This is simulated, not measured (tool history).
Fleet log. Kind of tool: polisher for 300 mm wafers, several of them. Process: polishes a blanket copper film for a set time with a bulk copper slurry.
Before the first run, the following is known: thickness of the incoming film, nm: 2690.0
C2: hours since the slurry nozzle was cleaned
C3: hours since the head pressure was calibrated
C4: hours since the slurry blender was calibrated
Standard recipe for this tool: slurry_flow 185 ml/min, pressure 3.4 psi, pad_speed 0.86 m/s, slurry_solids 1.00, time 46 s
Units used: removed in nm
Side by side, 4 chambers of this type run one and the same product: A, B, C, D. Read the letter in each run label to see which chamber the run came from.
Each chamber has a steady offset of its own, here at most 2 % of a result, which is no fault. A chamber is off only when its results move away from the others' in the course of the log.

{"run": "1B", "hour": 8.4, "slurry_flow": 185, "pressure": 3.4, "pad_speed": 0.86, "slurry_solids": 1.0, "time": 46, "wafers polished on this pad": 1189, "C2": 57.3, "C3": 653.2, "C4": 147.9, "removed": 396.08}
{"hour": 17.7, "done": "chamber A: worn pad replaced by a new one"}
{"run": "2D", "hour": 19.8, "slurry_flow": 185, "pressure": 3.4, "pad_speed": 0.86, "slurry_solids": 1.0, "time": 46, "wafers polished on this pad": 874, "C2": 197.7, "C3": 902.1, "C4": 62.1, "removed": 391.9}
{"hour": 23.4, "done": "chamber D: worn pad replaced by a new one"}
{"run": "3A", "hour": 25.7, "slurry_flow": 185, "pressure": 3.4, "pad_speed": 0.86, "slurry_solids": 1.0, "time": 46, "wafers polished on this pad": 77, "C2": 618.8, "C3": 351.0, "C4": 277.2, "removed": 395.09}
{"run": "4C", "hour": 32.0, "slurry_flow": 185, "pressure": 3.4, "pad_speed": 0.86, "slurry_solids": 1.0, "time": 46, "wafers polished on this pad": 730, "C2": 295.9, "C3": 979.9, "C4": 45.2, "removed": 387.15}
{"hour": 32.9, "done": "chamber B: worn pad replaced by a new one"}
{"hour": 39.0, "done": "chamber A: slurry nozzle cleaned"}
{"run": "5B", "hour": 41.6, "slurry_flow": 185, "pressure": 3.4, "pad_speed": 0.86, "slurry_solids": 1.0, "time": 46, "wafers polished on this pad": 84, "C2": 90.5, "C3": 686.4, "C4": 181.1, "removed": 397.57}
{"run": "6C", "hour": 48.4, "slurry_flow": 135, "pressure": 3.4, "pad_speed": 1.08, "slurry_solids": 1.0, "time": 46, "wafers polished on this pad": 888, "C2": 312.3, "C3": 996.3, "C4": 61.6, "removed": 459.49}
{"run": "7A", "hour": 54.2, "slurry_flow": 135, "pressure": 3.4, "pad_speed": 1.08, "slurry_solids": 1.0, "time": 46, "wafers polished on this pad": 352, "C2": 15.2, "C3": 379.5, "C4": 305.7, "removed": 464.43}
{"run": "8D", "hour": 59.8, "slurry_flow": 135, "pressure": 3.4, "pad_speed": 1.08, "slurry_solids": 1.0, "time": 46, "wafers polished on this pad": 350, "C2": 237.7, "C3": 942.1, "C4": 102.1, "removed": 463.74}
{"hour": 62.3, "done": "chamber D: head pressure recalibrated"}
{"hour": 68.4, "done": "chamber C: worn pad replaced by a new one"}
{"run": "9A", "hour": 72.0, "slurry_flow": 135, "pressure": 3.4, "pad_speed": 1.08, "slurry_solids": 1.0, "time": 46, "wafers polished on this pad": 523, "C2": 33.0, "C3": 397.3, "C4": 323.5, "removed": 464.67}
{"run": "10C", "hour": 79.5, "slurry_flow": 185, "pressure": 3.4, "pad_speed": 0.86, "slurry_solids": 1.0, "time": 46, "wafers polished on this pad": 107, "C2": 343.4, "C3": 1027.4, "C4": 92.7, "removed": 386.97}
{"run": "11B", "hour": 89.5, "slurry_flow": 185, "pressure": 3.4, "pad_speed": 0.86, "slurry_solids": 1.0, "time": 46, "wafers polished on this pad": 545, "C2": 138.4, "C3": 734.3, "C4": 229.0, "removed": 394.32}
{"run": "12D", "hour": 96.5, "slurry_flow": 185, "pressure": 3.4, "pad_speed": 0.86, "slurry_solids": 1.0, "time": 46, "wafers polished on this pad": 703, "C2": 274.4, "C3": 34.3, "C4": 138.8, "removed": 390.35}
{"run": "13A", "hour": 104.2, "slurry_flow": 185, "pressure": 3.4, "pad_speed": 0.86, "slurry_solids": 1.0, "time": 46, "wafers polished on this pad": 833, "C2": 65.2, "C3": 429.5, "C4": 355.7, "removed": 388.95}
{"hour": 107.2, "done": "chamber A: worn pad replaced by a new one"}
{"hour": 109.8, "done": "chamber D: worn pad replaced by a new one"}
{"run": "14B", "hour": 110.2, "slurry_flow": 185, "pressure": 3.4, "pad_speed": 1.06, "slurry_solids": 1.0, "time": 52, "wafers polished on this pad": 744, "C2": 159.1, "C3": 755.0, "C4": 249.7, "removed": 554.2}
{"hour": 113.2, "done": "chamber D: slurry blender recalibrated"}
{"run": "15C", "hour": 120.0, "slurry_flow": 185, "pressure": 3.4, "pad_speed": 1.06, "slurry_solids": 1.0, "time": 52, "wafers polished on this pad": 497, "C2": 383.9, "C3": 1067.9, "C4": 133.2, "removed": 538.46}
{"run": "16D", "hour": 127.1, "slurry_flow": 185, "pressure": 3.4, "pad_speed": 1.06, "slurry_solids": 1.0, "time": 52, "wafers polished on this pad": 166, "C2": 305.0, "C3": 64.9, "C4": 14.0, "removed": 536.26}
{"hour": 133.0, "done": "chamber A: slurry blender recalibrated"}
{"run": "17D", "hour": 137.8, "slurry_flow": 185, "pressure": 3.4, "pad_speed": 1.06, "slurry_solids": 1.0, "time": 52, "wafers polished on this pad": 269, "C2": 315.7, "C3": 75.6, "C4": 24.7, "removed": 542.57}
{"hour": 143.8, "done": "chamber C: head pressure recalibrated"}
{"run": "18C", "hour": 147.7, "slurry_flow": 185, "pressure": 3.4, "pad_speed": 0.86, "slurry_solids": 1.0, "time": 46, "wafers polished on this pad": 764, "C2": 411.6, "C3": 4.0, "C4": 160.9, "removed": 407.21}
{"run": "19A", "hour": 158.6, "slurry_flow": 185, "pressure": 3.4, "pad_speed": 0.86, "slurry_solids": 1.0, "time": 46, "wafers polished on this pad": 495, "C2": 119.6, "C3": 483.9, "C4": 25.7, "removed": 391.64}
{"hour": 158.7, "done": "chamber C: slurry blender recalibrated"}
{"run": "20B", "hour": 164.8, "slurry_flow": 185, "pressure": 3.4, "pad_speed": 0.86, "slurry_solids": 1.0, "time": 46, "wafers polished on this pad": 1270, "C2": 213.7, "C3": 809.6, "C4": 304.3, "removed": 394.83}
{"hour": 165.2, "done": "chamber C: worn pad replaced by a new one"}
{"run": "21C", "hour": 171.4, "slurry_flow": 185, "pressure": 3.4, "pad_speed": 0.86, "slurry_solids": 1.0, "time": 46, "wafers polished on this pad": 60, "C2": 435.3, "C3": 27.7, "C4": 12.7, "removed": 401.13}
{"hour": 177.4, "done": "chamber B: worn pad replaced by a new one"}
{"run": "22B", "hour": 184.0, "slurry_flow": 185, "pressure": 3.4, "pad_speed": 0.86, "slurry_solids": 1.0, "time": 46, "wafers polished on this pad": 64, "C2": 232.9, "C3": 828.8, "C4": 323.5, "removed": 395.28}
{"hour": 188.7, "done": "chamber A: worn pad replaced by a new one"}
{"run": "23A", "hour": 194.2, "slurry_flow": 185, "pressure": 3.4, "pad_speed": 0.86, "slurry_solids": 1.0, "time": 46, "wafers polished on this pad": 53, "C2": 155.2, "C3": 519.5, "C4": 61.3, "removed": 395.23}
{"run": "24D", "hour": 200.5, "slurry_flow": 185, "pressure": 3.4, "pad_speed": 0.86, "slurry_solids": 1.0, "time": 46, "wafers polished on this pad": 873, "C2": 378.4, "C3": 138.3, "C4": 87.4, "removed": 391.63}
{"hour": 207.6, "done": "chamber D: worn pad replaced by a new one"}
{"run": "25D", "hour": 210.3, "slurry_flow": 185, "pressure": 3.4, "pad_speed": 0.86, "slurry_solids": 1.0, "time": 46, "wafers polished on this pad": 26, "C2": 388.2, "C3": 148.1, "C4": 97.2, "removed": 394.97}
{"run": "26C", "hour": 217.3, "slurry_flow": 185, "pressure": 3.4, "pad_speed": 0.86, "slurry_solids": 1.0, "time": 46, "wafers polished on this pad": 502, "C2": 481.2, "C3": 73.6, "C4": 58.6, "removed": 406.06}
{"run": "27B", "hour": 225.2, "slurry_flow": 185, "pressure": 3.4, "pad_speed": 0.86, "slurry_solids": 1.0, "time": 46, "wafers polished on this pad": 460, "C2": 274.1, "C3": 870.0, "C4": 364.7, "removed": 396.15}
{"run": "28A", "hour": 236.5, "slurry_flow": 185, "pressure": 4.5, "pad_speed": 0.6, "slurry_solids": 1.0, "time": 46, "wafers polished on this pad": 460, "C2": 197.5, "C3": 561.8, "C4": 103.6, "removed": 362.83}
{"run": "29D", "hour": 248.9, "slurry_flow": 185, "pressure": 4.5, "pad_speed": 0.6, "slurry_solids": 1.0, "time": 46, "wafers polished on this pad": 397, "C2": 426.8, "C3": 186.7, "C4": 135.8, "removed": 360.93}
{"hour": 254.7, "done": "chamber C: worn pad replaced by a new one"}
{"run": "30A", "hour": 260.2, "slurry_flow": 185, "pressure": 4.5, "pad_speed": 0.6, "slurry_solids": 1.0, "time": 46, "wafers polished on this pad": 688, "C2": 221.2, "C3": 585.5, "C4": 127.3, "removed": 360.48}
{"run": "31C", "hour": 267.3, "slurry_flow": 185, "pressure": 4.5, "pad_speed": 0.6, "slurry_solids": 1.0, "time": 46, "wafers polished on this pad": 121, "C2": 531.2, "C3": 123.6, "C4": 108.6, "removed": 379.24}
{"hour": 268.6, "done": "chamber B: head pressure recalibrated"}
{"run": "32B", "hour": 277.1, "slurry_flow": 185, "pressure": 2.7, "pad_speed": 0.86, "slurry_solids": 1.15, "time": 46, "wafers polished on this pad": 960, "C2": 326.0, "C3": 8.6, "C4": 416.6, "removed": 320.88}
{"run": "33C", "hour": 284.0, "slurry_flow": 185, "pressure": 2.7, "pad_speed": 0.86, "slurry_solids": 1.15, "time": 46, "wafers polished on this pad": 282, "C2": 547.9, "C3": 140.3, "C4": 125.3, "removed": 330.34}

Is one chamber out of step, is the gauge drifting, or do the chambers differ by no more than their own small offsets? For an off chamber, give its letter and the likeliest cause.

The work done on chamber C during a service left it standing apart from the others.
What lies behind it: head's pressure above its setpoint, % = 5.16.

Below are 4 candidate recipes for chamber C's next run, each the usual settings with a change, their results shown as question marks. Which of them brings C's results back in line with what the other chambers give on the usual settings?
A result is in line if it is within this distance of the other chambers' mean on the usual settings: removed 9.90 nm
{"run": "34C-1", "hour": 293.1, "slurry_flow": 185, "pressure": 3.4, "pad_speed": 0.88, "slurry_solids": 1.0, "time": 47, "removed": "?"}
{"run": "34C-2", "hour": 293.1, "slurry_flow": 185, "pressure": 3.4, "pad_speed": 0.84, "slurry_solids": 1.0, "time": 45, "removed": "?"}
{"run": "34C-3", "hour": 293.1, "slurry_flow": 185, "pressure": 3.5, "pad_speed": 0.88, "slurry_solids": 1.0, "time": 47, "removed": "?"}
{"run": "34C-4", "hour": 293.1, "slurry_flow": 185, "pressure": 3.3, "pad_speed": 0.84, "slurry_solids": 1.0, "time": 45, "removed": "?"}

On the usual settings, the other chambers give on average: removed 391.61 nm
run=34C-1 removed=426.32
run=34C-2 removed=389.90
run=34C-3 removed=438.86
run=34C-4 removed=378.44
The answer is 34C-2, which returns the chamber to within the allowed miss of the others.
